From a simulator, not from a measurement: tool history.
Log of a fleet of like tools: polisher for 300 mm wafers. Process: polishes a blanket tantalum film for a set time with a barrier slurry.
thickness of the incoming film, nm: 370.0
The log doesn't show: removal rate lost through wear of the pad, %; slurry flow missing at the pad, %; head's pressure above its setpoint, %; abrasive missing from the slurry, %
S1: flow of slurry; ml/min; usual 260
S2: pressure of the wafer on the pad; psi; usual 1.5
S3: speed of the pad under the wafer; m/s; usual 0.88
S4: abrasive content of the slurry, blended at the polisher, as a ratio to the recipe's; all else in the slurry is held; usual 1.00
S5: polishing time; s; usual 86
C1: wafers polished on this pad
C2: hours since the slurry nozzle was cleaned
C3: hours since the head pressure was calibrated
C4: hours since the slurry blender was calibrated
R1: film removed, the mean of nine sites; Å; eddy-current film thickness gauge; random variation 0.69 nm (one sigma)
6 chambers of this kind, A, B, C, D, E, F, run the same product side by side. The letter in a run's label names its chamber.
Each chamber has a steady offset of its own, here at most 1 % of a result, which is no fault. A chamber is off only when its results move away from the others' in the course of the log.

run	hour	S1	S2	S3	S4	S5	C1	C2	C3	C4	R1
# hour 3.9: chamber A: worn pad replaced by a new one
1A	14.2	260	1.5	0.88	1.00	86	112	31.6	44.8	54.3	1011.10
# hour 18.7: chamber D: head pressure recalibrated
# hour 20.5: chamber C: slurry nozzle cleaned
2D	28.3	260	1.5	0.88	1.00	86	436	317.1	9.7	176.9	1011.40
# hour 32.0: chamber E: slurry blender recalibrated
3F	42.2	260	1.5	0.88	1.00	86	857	183.0	94.9	159.4	1018.20
# hour 50.7: chamber F: worn pad replaced by a new one
4B	51.5	260	1.5	0.88	1.00	86	599	161.1	809.5	89.1	1007.90
# hour 52.6: chamber F: slurry nozzle cleaned
# hour 53.5: chamber D: slurry nozzle cleaned
5C	65.1	260	1.5	0.88	1.00	86	834	44.7	667.6	114.4	1015.60
# hour 67.6: chamber D: worn pad replaced by a new one
6E	78.8	260	1.5	0.88	1.00	86	1203	122.7	442.3	46.8	1012.60
# hour 84.6: chamber C: worn pad replaced by a new one
7D	87.5	260	1.5	0.88	1.00	86	217	34.0	68.9	236.1	1015.50
8A	94.4	260	1.5	0.88	1.00	86	987	111.8	125.0	134.5	1009.90
9B	102.5	215	1.5	0.88	1.00	86	1155	212.1	860.5	140.1	986.73
# hour 107.0: chamber C: slurry blender recalibrated
10E	112.4	215	1.5	0.88	1.00	86	1569	156.3	475.9	80.4	987.93
# hour 121.2: chamber A: worn pad replaced by a new one
# hour 121.5: chamber D: slurry blender recalibrated
11C	123.9	215	1.5	0.88	1.00	86	428	103.5	726.4	17.0	983.01
# hour 126.0: chamber B: worn pad replaced by a new one
# hour 129.7: chamber F: worn pad replaced by a new one
12F	132.7	215	1.5	0.88	1.00	86	32	80.2	185.4	249.9	995.81
13A	141.4	215	1.5	0.88	1.00	86	220	158.8	172.0	181.5	993.15
# hour 148.6: chamber A: slurry blender recalibrated
14C	155.0	215	1.5	0.88	1.00	86	767	134.6	757.5	48.1	979.25
# hour 155.7: chamber B: slurry blender recalibrated
15F	161.4	260	1.5	0.88	1.00	86	345	108.9	214.1	278.6	1008.80
# hour 162.0: chamber D: worn pad replaced by a new one
16E	173.9	260	1.5	0.88	1.00	86	2239	217.8	537.4	141.9	997.52
# hour 174.6: chamber C: head pressure recalibrated
17D	181.1	260	1.5	0.88	1.00	109	208	127.6	162.5	59.7	1274.40
# hour 185.8: chamber C: worn pad replaced by a new one
# hour 188.4: chamber A: slurry nozzle cleaned
18B	191.7	260	1.5	0.88	1.00	109	716	301.3	949.7	36.1	1261.30
19B	202.6	260	1.5	0.88	1.00	109	835	312.2	960.6	47.0	1298.60
# hour 202.7: chamber E: slurry nozzle cleaned
# hour 209.5: chamber F: worn pad replaced by a new one
20A	212.3	260	1.5	0.88	1.00	109	993	23.9	242.9	63.8	1288.20
21C	219.8	260	1.5	0.88	1.00	109	370	199.4	45.3	112.9	1282.70
22E	232.6	260	1.5	0.88	1.00	109	2879	29.9	596.1	200.6	1239.70
# hour 238.0: chamber F: slurry nozzle cleaned
# hour 241.1: chamber A: worn pad replaced by a new one
23F	241.9	260	1.5	0.88	1.00	86	354	4.0	294.6	359.1	1013.90
24D	252.3	260	1.5	0.88	1.00	86	985	198.8	233.7	130.9	1011.80
# hour 252.6: chamber E: slurry blender recalibrated
# hour 253.8: chamber B: worn pad replaced by a new one
# hour 255.7: chamber D: worn pad replaced by a new one
# hour 256.3: chamber C: slurry blender recalibrated
25A	259.2	260	1.5	0.88	1.00	86	198	70.8	289.8	110.7	1009.90
26C	270.2	260	1.5	0.88	1.00	86	920	249.8	95.7	14.0	1015.30
# hour 276.7: chamber B: slurry nozzle cleaned
27D	281.6	260	1.5	0.88	1.00	86	282	228.1	263.0	160.2	1008.30
# hour 286.5: chamber F: head pressure recalibrated
# hour 288.0: chamber C: worn pad replaced by a new one
28F	291.2	260	1.5	0.88	1.00	86	891	53.3	4.7	408.4	1014.70
# hour 296.9: chamber F: slurry blender recalibrated
29B	301.4	260	1.9	0.88	1.15	86	519	24.7	1059.4	145.8	1334.80
# hour 307.8: chamber F: worn pad replaced by a new one
# hour 308.3: chamber A: slurry blender recalibrated
30E	310.5	260	1.9	0.88	1.15	86	3729	107.8	674.0	57.9	1266.40
31D	317.7	260	1.9	0.88	1.15	86	676	264.2	299.1	196.3	1325.80
32F	330.7	260	1.9	0.88	1.15	86	250	92.8	44.2	33.8	1315.90
33C	341.7	260	1.9	0.88	1.15	86	585	321.3	167.2	85.5	1339.30
# hour 341.9: chamber D: worn pad replaced by a new one
# hour 346.3: chamber D: slurry blender recalibrated
# hour 355.3: chamber A: worn pad replaced by a new one
34A	355.5	260	1.9	0.88	1.15	86	2	167.1	386.1	47.2	1322.20
# hour 358.4: chamber B: slurry blender recalibrated
35B	363.7	260	1.5	0.88	1.00	86	1198	87.0	1121.7	5.3	1002.70
# hour 365.9: chamber C: slurry nozzle cleaned
# hour 372.6: chamber A: slurry nozzle cleaned
# hour 377.2: chamber B: worn pad replaced by a new one
36E	378.2	260	1.5	0.88	1.00	86	4467	175.5	741.7	125.6	955.18
# hour 381.7: chamber C: worn pad replaced by a new one
37B	386.1	260	1.5	0.88	1.00	86	97	109.4	1144.1	27.7	1019.80
# hour 397.4: chamber D: slurry nozzle cleaned
38E	398.0	260	1.5	0.88	1.00	86	4683	195.3	761.5	145.4	951.80
39F	404.8	260	1.5	0.88	1.00	86	1058	166.9	118.3	107.9	1019.50
# hour 408.3: chamber C: slurry blender recalibrated
40C	411.1	260	1.5	0.88	1.00	86	321	45.2	236.6	2.8	999.34
41D	425.2	260	1.5	0.88	1.00	86	908	27.9	406.6	78.9	1019.60
# hour 426.6: chamber D: worn pad replaced by a new one
42A	434.2	260	1.5	0.88	1.00	86	861	61.6	464.8	125.9	1002.30
43D	441.8	260	1.3	0.60	1.00	86	166	44.5	423.2	95.5	600.41

Is one chamber off against the others, does the gauge drift, or is nothing wrong? If a chamber is off, say which, and what the likeliest cause is.

Chamber E drifts away from the others.
Cause: removal rate lost through wear of the pad, % = 6.47.
The log may not tell that from: head's pressure below its setpoint, %.

Here are 4 candidates for chamber E's next run, each the usual settings with a change, their results left as question marks. Which one brings its results back in line with what the others give on the usual settings?
In line means no further than this from the other chambers' mean on the usual settings: R1 24.00 Å
44E-1	452.4	260	1.5	0.82	1.00	81					?
44E-2	452.4	235	1.5	0.88	0.80	86					?
44E-3	452.4	260	1.5	0.88	1.30	86					?
44E-4	452.4	260	1.6	0.88	1.00	91					?

The other chambers' mean on the usual settings: R1 1009.90 Å
run	R1
44E-1	825.31
44E-2	867.77
44E-3	1006.60
44E-4	1061.30
44E-3 brings the chamber back in line.
